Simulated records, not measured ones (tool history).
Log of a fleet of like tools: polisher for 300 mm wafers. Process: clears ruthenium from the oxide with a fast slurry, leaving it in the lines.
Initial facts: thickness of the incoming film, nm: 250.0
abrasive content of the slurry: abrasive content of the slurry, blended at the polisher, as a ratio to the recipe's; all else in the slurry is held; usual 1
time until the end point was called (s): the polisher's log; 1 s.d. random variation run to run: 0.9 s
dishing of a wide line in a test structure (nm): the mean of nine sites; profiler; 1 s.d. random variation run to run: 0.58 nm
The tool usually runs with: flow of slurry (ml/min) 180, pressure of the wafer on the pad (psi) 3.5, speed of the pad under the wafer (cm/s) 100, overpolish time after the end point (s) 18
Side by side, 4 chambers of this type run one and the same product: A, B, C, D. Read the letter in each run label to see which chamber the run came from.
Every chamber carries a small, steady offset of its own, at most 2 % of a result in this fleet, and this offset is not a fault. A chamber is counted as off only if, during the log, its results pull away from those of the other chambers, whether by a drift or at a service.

| run | hour | flow of slurry (ml/min) | pressure of the wafer on the pad (psi) | speed of the pad under the wafer (cm/s) | abrasive content of the slurry | overpolish time after the end point (s) | wafers polished on this pad | hours since the slurry nozzle was cleaned | hours since the head pressure was calibrated | hours since the slurry blender was calibrated | time until the end point was called (s) | dishing of a wide line in a test structure (nm) |
|---|---|---|---|---|---|---|---|---|---|---|---|---|
|  | 2.3 | chamber A: slurry blender recalibrated |
|  | 3.5 | chamber D: worn pad replaced by a new one |
| 1D | 8.3 | 180 | 3.5 | 100 | 1 | 18 | 61 | 393.9 | 644.2 | 329.9 | 50.633 | 40.902 |
|  | 9.0 | chamber B: worn pad replaced by a new one |
| 2A | 16.4 | 180 | 3.5 | 100 | 1 | 18 | 1011 | 106.6 | 297.0 | 14.2 | 51.372 | 40.216 |
|  | 21.1 | chamber C: worn pad replaced by a new one |
| 3B | 22.9 | 180 | 3.5 | 100 | 1 | 18 | 178 | 109.2 | 334.0 | 175.1 | 51.581 | 39.906 |
|  | 25.3 | chamber A: worn pad replaced by a new one |
| 4C | 31.6 | 180 | 3.5 | 100 | 1 | 18 | 134 | 474.9 | 1178.9 | 138.4 | 52.057 | 40.188 |
| 5D | 43.1 | 180 | 3.5 | 100 | 1 | 18 | 507 | 428.7 | 679.0 | 364.7 | 50.972 | 39.270 |
| 6B | 49.0 | 180 | 3.5 | 100 | 1 | 18 | 513 | 135.3 | 360.1 | 201.2 | 52.380 | 40.514 |
| 7A | 61.8 | 180 | 3.5 | 100 | 1 | 18 | 468 | 152.0 | 342.4 | 59.6 | 51.800 | 40.260 |
| 8C | 69.4 | 180 | 3.5 | 100 | 1 | 18 | 619 | 512.7 | 1216.7 | 176.2 | 53.041 | 40.086 |
|  | 81.4 | chamber B: worn pad replaced by a new one |
|  | 81.9 | chamber D: worn pad replaced by a new one |
| 9D | 82.3 | 180 | 3.5 | 100 | 1 | 18 | 6 | 467.9 | 718.2 | 403.9 | 50.685 | 40.219 |
| 10A | 95.0 | 180 | 3.5 | 100 | 1 | 18 | 894 | 185.2 | 375.6 | 92.8 | 51.668 | 41.172 |
|  | 104.9 | chamber A: worn pad replaced by a new one |
| 11C | 105.7 | 180 | 3.5 | 100 | 1 | 18 | 1085 | 549.0 | 1253.0 | 212.5 | 52.409 | 40.739 |
|  | 106.7 | chamber D: slurry nozzle cleaned |
|  | 108.4 | chamber D: slurry blender recalibrated |
| 12B | 115.0 | 180 | 3.5 | 100 | 1 | 18 | 431 | 201.3 | 426.1 | 267.2 | 51.249 | 41.224 |
|  | 119.7 | chamber C: worn pad replaced by a new one |
|  | 123.9 | chamber A: head pressure recalibrated |
| 13B | 126.9 | 180 | 3.5 | 100 | 1 | 18 | 584 | 213.2 | 438.0 | 279.1 | 50.330 | 40.269 |
| 14A | 138.9 | 180 | 3.5 | 100 | 1 | 18 | 436 | 229.1 | 15.0 | 136.7 | 50.320 | 41.008 |
| 15C | 149.4 | 180 | 3.5 | 100 | 1 | 18 | 380 | 592.7 | 1296.7 | 256.2 | 50.838 | 40.621 |
|  | 156.0 | chamber C: head pressure recalibrated |
|  | 159.7 | chamber B: head pressure recalibrated |
|  | 159.8 | chamber D: worn pad replaced by a new one |
|  | 159.9 | chamber B: worn pad replaced by a new one |
| 16D | 161.6 | 180 | 3.5 | 100 | 1 | 18 | 24 | 54.9 | 797.5 | 53.2 | 48.942 | 40.336 |
| 17B | 168.4 | 180 | 3.5 | 100 | 1 | 18 | 110 | 254.7 | 8.8 | 320.6 | 51.713 | 40.668 |
| 18C | 179.1 | 180 | 3.5 | 100 | 1 | 18 | 761 | 622.4 | 23.2 | 285.9 | 55.851 | 38.560 |
| 19D | 189.2 | 180 | 3.5 | 100 | 1 | 18 | 378 | 82.5 | 825.1 | 80.8 | 48.793 | 40.211 |
|  | 196.2 | chamber A: worn pad replaced by a new one |
| 20A | 196.7 | 180 | 3.5 | 100 | 1 | 18 | 6 | 286.9 | 72.8 | 194.5 | 51.671 | 41.003 |
| 21A | 207.2 | 180 | 3.5 | 100 | 1 | 18 | 141 | 297.4 | 83.3 | 205.0 | 51.707 | 39.443 |
| 22C | 219.2 | 180 | 3.5 | 100 | 1 | 18 | 1276 | 662.5 | 63.3 | 326.0 | 55.679 | 38.723 |
| 23B | 228.3 | 180 | 3.5 | 100 | 1 | 18 | 878 | 314.6 | 68.7 | 380.5 | 52.208 | 41.160 |
|  | 229.8 | chamber B: worn pad replaced by a new one |
| 24D | 236.1 | 180 | 2.5 | 100 | 1 | 18 | 979 | 129.4 | 872.0 | 127.7 | 70.894 | 33.946 |
|  | 238.1 | chamber C: worn pad replaced by a new one |
|  | 242.8 | chamber D: worn pad replaced by a new one |
|  | 243.1 | chamber A: slurry blender recalibrated |
| 25A | 244.0 | 180 | 2.5 | 100 | 1 | 18 | 613 | 334.2 | 120.1 | 1.0 | 70.709 | 34.339 |
| 26C | 252.1 | 180 | 2.5 | 100 | 1 | 18 | 180 | 695.4 | 96.2 | 358.9 | 78.154 | 31.642 |
|  | 254.6 | chamber C: slurry nozzle cleaned |
| 27D | 260.5 | 180 | 2.5 | 100 | 1 | 18 | 228 | 153.8 | 896.4 | 152.1 | 68.859 | 33.371 |
| 28B | 267.9 | 180 | 3.5 | 100 | 1 | 18 | 489 | 354.2 | 108.3 | 420.1 | 52.132 | 39.513 |
|  | 272.3 | chamber B: slurry nozzle cleaned |
| 29A | 277.9 | 180 | 3.5 | 100 | 1 | 18 | 1048 | 368.1 | 154.0 | 34.9 | 52.050 | 41.179 |
|  | 281.0 | chamber A: worn pad replaced by a new one |
| 30B | 284.6 | 180 | 3.5 | 100 | 1 | 18 | 703 | 12.3 | 125.0 | 436.8 | 50.001 | 40.931 |
| 31C | 292.2 | 180 | 3.5 | 100 | 1 | 18 | 694 | 37.6 | 136.3 | 399.0 | 57.013 | 37.886 |
| 32D | 298.7 | 180 | 3.5 | 100 | 1 | 18 | 718 | 192.0 | 934.6 | 190.3 | 50.672 | 40.806 |
|  | 309.0 | chamber B: worn pad replaced by a new one |
| 33B | 311.7 | 180 | 3.5 | 100 | 1 | 13 | 35 | 39.4 | 152.1 | 463.9 | 51.439 | 35.252 |
|  | 317.7 | chamber D: worn pad replaced by a new one |
| 34C | 318.8 | 180 | 3.5 | 100 | 1 | 13 | 1036 | 64.2 | 162.9 | 425.6 | 54.836 | 32.695 |
| 35D | 327.1 | 180 | 3.5 | 100 | 1 | 13 | 121 | 220.4 | 963.0 | 218.7 | 49.326 | 34.871 |
| 36A | 332.9 | 180 | 3.5 | 100 | 1 | 13 | 666 | 423.1 | 209.0 | 89.9 | 51.920 | 35.880 |
|  | 337.8 | chamber C: worn pad replaced by a new one |
| 37C | 342.6 | 180 | 3.5 | 100 | 1 | 18 | 62 | 88.0 | 186.7 | 449.4 | 56.174 | 38.507 |
| 38B | 350.2 | 180 | 3.5 | 100 | 1 | 18 | 529 | 77.9 | 190.6 | 502.4 | 50.782 | 40.803 |
| 39A | 357.6 | 180 | 3.5 | 100 | 1 | 18 | 982 | 447.8 | 233.7 | 114.6 | 51.687 | 40.658 |
| 40D | 370.4 | 180 | 3.5 | 100 | 1 | 18 | 677 | 263.7 | 1006.3 | 262.0 | 49.069 | 39.551 |
|  | 372.8 | chamber A: worn pad replaced by a new one |
|  | 376.9 | chamber B: slurry blender recalibrated |
|  | 379.0 | chamber B: worn pad replaced by a new one |
| 41D | 382.0 | 180 | 3.5 | 100 | 1 | 18 | 825 | 275.3 | 1017.9 | 273.6 | 51.080 | 39.241 |
| 42B | 393.3 | 180 | 3.5 | 100 | 1 | 18 | 184 | 121.0 | 233.7 | 16.4 | 52.411 | 39.442 |
|  | 403.4 | chamber A: slurry nozzle cleaned |
| 43A | 404.6 | 180 | 3.5 | 100 | 1 | 18 | 409 | 1.3 | 280.7 | 161.6 | 50.809 | 40.672 |

All 4 chambers run these settings next. Forecast each chamber's results:
| 44A | 413.9 | 180 | 3.5 | 100 | 1 | 12 |  |  |  |  | ? | ? |
| 44B | 413.9 | 180 | 3.5 | 100 | 1 | 12 |  |  |  |  | ? | ? |
| 44C | 413.9 | 180 | 3.5 | 100 | 1 | 12 |  |  |  |  | ? | ? |
| 44D | 413.9 | 180 | 3.5 | 100 | 1 | 12 |  |  |  |  | ? | ? |

| run | time until the end point was called (s) | dishing of a wide line in a test structure (nm) |
|---|---|---|
| 44A | 52.114 | 33.442 |
| 44B | 51.074 | 33.697 |
| 44C | 57.492 | 31.687 |
| 44D | 52.366 | 32.255 |
